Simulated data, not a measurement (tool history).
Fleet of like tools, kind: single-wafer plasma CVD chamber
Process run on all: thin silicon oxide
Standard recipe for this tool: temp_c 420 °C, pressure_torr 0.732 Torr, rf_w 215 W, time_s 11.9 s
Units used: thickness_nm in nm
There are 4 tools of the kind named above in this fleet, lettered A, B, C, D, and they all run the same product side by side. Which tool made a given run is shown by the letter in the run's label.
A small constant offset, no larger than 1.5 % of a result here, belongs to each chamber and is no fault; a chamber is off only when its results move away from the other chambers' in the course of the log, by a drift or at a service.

| run | hour | temp_c | pressure_torr | rf_w | time_s | hours since the last thermocouple change | hours since the last RF generator calibration | hours since the last manometer calibration | read-back reference wafer on the same gauge, thickness_nm | thickness_nm |
|---|---|---|---|---|---|---|---|---|---|---|
| 1D | 9 | 420 | 0.732 | 215 | 11.9 | 1615.3 | 349.1 | 601.6 | 18.698 | 17.154 |
| 2C | 20.6 | 420 | 0.732 | 215 | 11.9 | 326.9 | 1715.9 | 2821.6 | 18.703 | 17.26 |
| 3B | 34.5 | 420 | 0.732 | 215 | 11.9 | 2159.7 | 1453.3 | 551.4 | 18.704 | 16.924 |
| 4A | 42.1 | 420 | 0.732 | 215 | 11.9 | 130.7 | 356.8 | 1982 | 18.709 | 17.308 |
| 5B | 55.7 | 420 | 0.732 | 215 | 11.9 | 2180.9 | 1474.5 | 572.6 | 18.696 | 16.766 |
| 6C | 66.8 | 420 | 0.732 | 215 | 11.9 | 373.1 | 1762.1 | 2867.8 | 18.729 | 17.039 |
| 7A | 80.2 | 420 | 0.732 | 215 | 11.9 | 168.8 | 394.9 | 2020.1 | 18.708 | 17.28 |
| 8D | 94.7 | 420 | 0.732 | 215 | 11.9 | 1701 | 434.8 | 687.3 | 18.693 | 17.177 |
| 9D | 102.3 | 420 | 0.732 | 215 | 11.9 | 1708.6 | 442.4 | 694.9 | 18.692 | 16.931 |
| 10A | 116.5 | 420 | 0.732 | 215 | 11.9 | 205.1 | 431.2 | 2056.4 | 18.69 | 17.28 |
| 11C | 126.7 | 420 | 0.732 | 215 | 11.9 | 433 | 1822 | 2927.7 | 18.736 | 17.079 |
| 12B | 136.6 | 420 | 0.732 | 215 | 11.9 | 2261.8 | 1555.4 | 653.5 | 18.693 | 16.895 |
| 13B | 150.2 | 420 | 0.732 | 215 | 11.9 | 2275.4 | 1569 | 667.1 | 18.705 | 16.884 |
| 14D | 159.8 | 420 | 0.732 | 215 | 11.9 | 1766.1 | 499.9 | 752.4 | 18.68 | 16.993 |
| 15A | 174.4 | 420 | 0.732 | 215 | 11.9 | 263 | 489.1 | 2114.3 | 18.692 | 17.273 |
| 16C | 182.6 | 420 | 0.732 | 215 | 11.9 | 488.9 | 1877.9 | 2983.6 | 18.701 | 17.101 |
| 17D | 194.3 | 420 | 0.732 | 215 | 10.7 | 1800.6 | 534.4 | 786.9 | 18.712 | 15.353 |
| 18B | 207.7 | 420 | 0.732 | 215 | 10.7 | 2332.9 | 1626.5 | 724.6 | 18.67 | 15.183 |
| 19C | 219.9 | 420 | 0.732 | 215 | 10.7 | 526.2 | 1915.2 | 3020.9 | 18.721 | 15.37 |
| 20A | 227 | 420 | 0.732 | 215 | 10.7 | 315.6 | 541.7 | 2166.9 | 18.693 | 15.419 |
|  | 234.8 | chamber B: RF generator calibrated |
| 21C | 239.4 | 420 | 0.864 | 215 | 11.9 | 545.7 | 1934.7 | 3040.4 | 18.696 | 20.038 |
| 22A | 248.5 | 420 | 0.864 | 215 | 11.9 | 337.1 | 563.2 | 2188.4 | 18.711 | 20.202 |
| 23B | 261.6 | 420 | 0.864 | 215 | 11.9 | 2386.8 | 26.9 | 778.5 | 18.697 | 19.682 |
| 24D | 273.8 | 420 | 0.864 | 215 | 11.9 | 1880.1 | 613.9 | 866.4 | 18.695 | 19.907 |
| 25B | 287.6 | 420 | 0.732 | 215 | 11.9 | 2412.8 | 52.9 | 804.5 | 18.692 | 16.909 |
| 26D | 300.6 | 420 | 0.732 | 215 | 11.9 | 1906.9 | 640.7 | 893.2 | 18.7 | 16.992 |
| 27C | 313.4 | 420 | 0.732 | 215 | 11.9 | 619.7 | 2008.7 | 3114.4 | 18.7 | 17.059 |
| 28A | 325.5 | 430 | 0.732 | 215 | 11.9 | 414.1 | 640.2 | 2265.4 | 18.725 | 17.02 |
| 29B | 338.8 | 430 | 0.732 | 215 | 11.9 | 2464 | 104.1 | 855.7 | 18.715 | 16.846 |
| 30A | 347.7 | 430 | 0.732 | 215 | 11.9 | 436.3 | 662.4 | 2287.6 | 18.702 | 17.109 |
| 31D | 362.5 | 430 | 0.732 | 215 | 11.9 | 1968.8 | 702.6 | 955.1 | 18.698 | 16.946 |
| 32C | 375.4 | 420 | 0.732 | 215 | 11.9 | 681.7 | 2070.7 | 3176.4 | 18.676 | 17.057 |
| 33A | 390.4 | 420 | 0.732 | 215 | 11.9 | 479 | 705.1 | 2330.3 | 18.691 | 17.07 |
| 34B | 398 | 420 | 0.732 | 215 | 11.9 | 2523.2 | 163.3 | 914.9 | 18.711 | 16.857 |
| 35D | 406.1 | 420 | 0.732 | 215 | 11.9 | 2012.4 | 746.2 | 998.7 | 18.722 | 17.193 |
| 36C | 418.9 | 420 | 0.732 | 215 | 11.9 | 725.2 | 2114.2 | 3219.9 | 18.695 | 17.202 |
| 37A | 429.9 | 420 | 0.732 | 215 | 11.9 | 518.5 | 744.6 | 2369.8 | 18.697 | 17.15 |

Predict what each chamber gives when all 4 of them run the settings below next.
| 38A | 440.9 | 420 | 0.732 | 215 | 11.9 |  |  |  |  | ? |
| 38B | 440.9 | 420 | 0.732 | 215 | 11.9 |  |  |  |  | ? |
| 38C | 440.9 | 420 | 0.732 | 215 | 11.9 |  |  |  |  | ? |
| 38D | 440.9 | 420 | 0.732 | 215 | 11.9 |  |  |  |  | ? |

| run | thickness_nm |
|---|---|
| 38A | 17.122 |
| 38B | 16.933 |
| 38C | 17.125 |
| 38D | 17.036 |
